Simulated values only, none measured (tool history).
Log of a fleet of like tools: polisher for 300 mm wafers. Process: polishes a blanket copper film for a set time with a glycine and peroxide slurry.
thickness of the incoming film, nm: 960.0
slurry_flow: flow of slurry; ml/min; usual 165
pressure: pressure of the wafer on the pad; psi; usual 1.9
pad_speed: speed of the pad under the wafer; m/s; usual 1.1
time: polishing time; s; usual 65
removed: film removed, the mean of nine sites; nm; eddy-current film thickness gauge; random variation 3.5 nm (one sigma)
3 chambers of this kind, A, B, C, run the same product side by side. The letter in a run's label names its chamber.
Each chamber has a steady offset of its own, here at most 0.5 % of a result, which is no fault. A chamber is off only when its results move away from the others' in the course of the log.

run	day	slurry_flow	pressure	pad_speed	time	wafers polished on this pad	hours since the slurry nozzle was cleaned	hours since the head pressure was calibrated	removed
# day 0.033: chamber C: worn pad replaced by a new one
1B	0.167	165	1.9	1.1	65	428	136.8	126.0	349.20
2A	0.412	165	1.9	1.1	65	601	174.8	1102.9	348.18
3C	0.588	165	1.9	1.1	65	87	175.4	409.3	339.45
4A	0.829	165	1.9	1.1	65	667	184.8	1112.9	347.08
5C	1.088	165	1.9	1.1	65	167	187.4	421.3	347.30
6B	1.308	165	1.9	1.1	65	609	164.2	153.4	349.55
7C	1.529	200	1.9	1.1	65	237	198.0	431.9	359.21
8A	1.696	200	1.9	1.1	65	805	205.6	1133.7	353.94
# day 1.888: chamber A: worn pad replaced by a new one
9B	1.988	200	1.9	1.1	65	716	180.5	169.7	357.51
10C	2.125	165	1.9	1.1	65	331	212.3	446.2	340.47
11B	2.346	165	1.9	1.1	77	773	189.1	178.3	408.87
12A	2.492	165	1.9	1.1	77	95	224.7	1152.8	408.74
13B	2.729	165	1.9	1.1	77	834	198.3	187.5	403.95
14A	2.933	165	1.9	1.1	65	165	235.3	1163.4	341.57
15C	3.204	165	1.9	1.1	65	502	238.2	472.1	347.89
# day 3.267: chamber B: worn pad replaced by a new one
16C	3.496	165	1.9	1.1	65	548	245.2	479.1	344.66
# day 3.658: chamber C: worn pad replaced by a new one
17B	3.725	165	1.9	1.1	65	73	222.2	211.4	340.65
18A	3.921	165	1.9	1.1	65	322	259.0	1187.1	346.21
19C	4.162	165	1.9	1.1	65	80	261.2	495.1	343.79
20A	4.462	165	1.9	1.1	65	408	272.0	1200.1	333.12
21B	4.738	165	1.9	1.1	65	233	246.5	235.7	353.26
22C	4.954	165	1.9	1.1	65	205	280.2	514.1	348.32
23A	5.229	165	1.9	1.1	65	529	290.4	1218.5	340.10
24B	5.492	165	1.9	1.1	65	353	264.6	253.8	339.41
25B	5.700	165	1.9	1.1	65	386	269.6	258.8	340.29
26A	5.954	165	1.9	1.1	65	644	307.8	1235.9	329.93
27C	6.167	165	1.9	1.1	65	397	309.3	543.2	347.07
28C	6.388	165	1.9	1.1	65	432	314.6	548.5	340.63
29B	6.662	125	1.7	1.1	65	538	292.7	281.9	299.35
# day 6.742: chamber A: worn pad replaced by a new one
30A	6.833	125	1.7	1.1	65	14	328.9	1257.0	286.81
# day 6.942: chamber C: worn pad replaced by a new one
31A	7.129	125	1.7	1.1	65	61	336.0	1264.1	282.21
32C	7.354	165	1.9	1.1	65	65	337.8	571.7	346.86
33B	7.596	165	1.9	1.1	65	686	315.1	304.3	345.46
34C	7.867	130	2.2	1.1	65	146	350.1	584.0	373.20
35B	8.029	130	2.2	1.1	65	755	325.5	314.7	370.60
36A	8.246	130	2.2	1.1	65	238	362.8	1290.9	343.15
37A	8.475	165	1.9	1.1	65	274	368.3	1296.4	314.45
# day 8.479: chamber A: head pressure recalibrated
38C	8.767	165	1.9	1.1	65	289	371.7	605.6	345.77
39B	8.929	165	1.9	1.1	65	898	347.1	336.3	341.80
40A	9.175	185	1.9	1.1	65	385	385.1	16.8	320.85
41C	9.354	185	1.9	1.1	65	382	385.8	619.7	351.39

What goes on in this fleet: one chamber off, a drifting gauge, or nothing beyond the chambers' own small offsets? Name the chamber and the cause, if any.

Chamber A drifts away from the others.
Cause: slurry flow missing at the pad, % = 35.8.

Here are 4 candidates for chamber A's next run, each the usual settings with a change, their results left as question marks. Which one brings its results back in line with what the others give on the usual settings?
In line means no further than this from the other chambers' mean on the usual settings: removed 12.00 nm
42A-1	9.571	165	1.9	1.02	59				?
42A-2	9.571	165	1.8	1.08	63				?
42A-3	9.571	170	2.0	1.16	69				?
42A-4	9.571	170	2.0	1.16	65				?

The other chambers' mean on the usual settings: removed 344.02 nm
run	removed
42A-1	271.28
42A-2	290.15
42A-3	367.80
42A-4	346.48
42A-4 brings the chamber back in line.
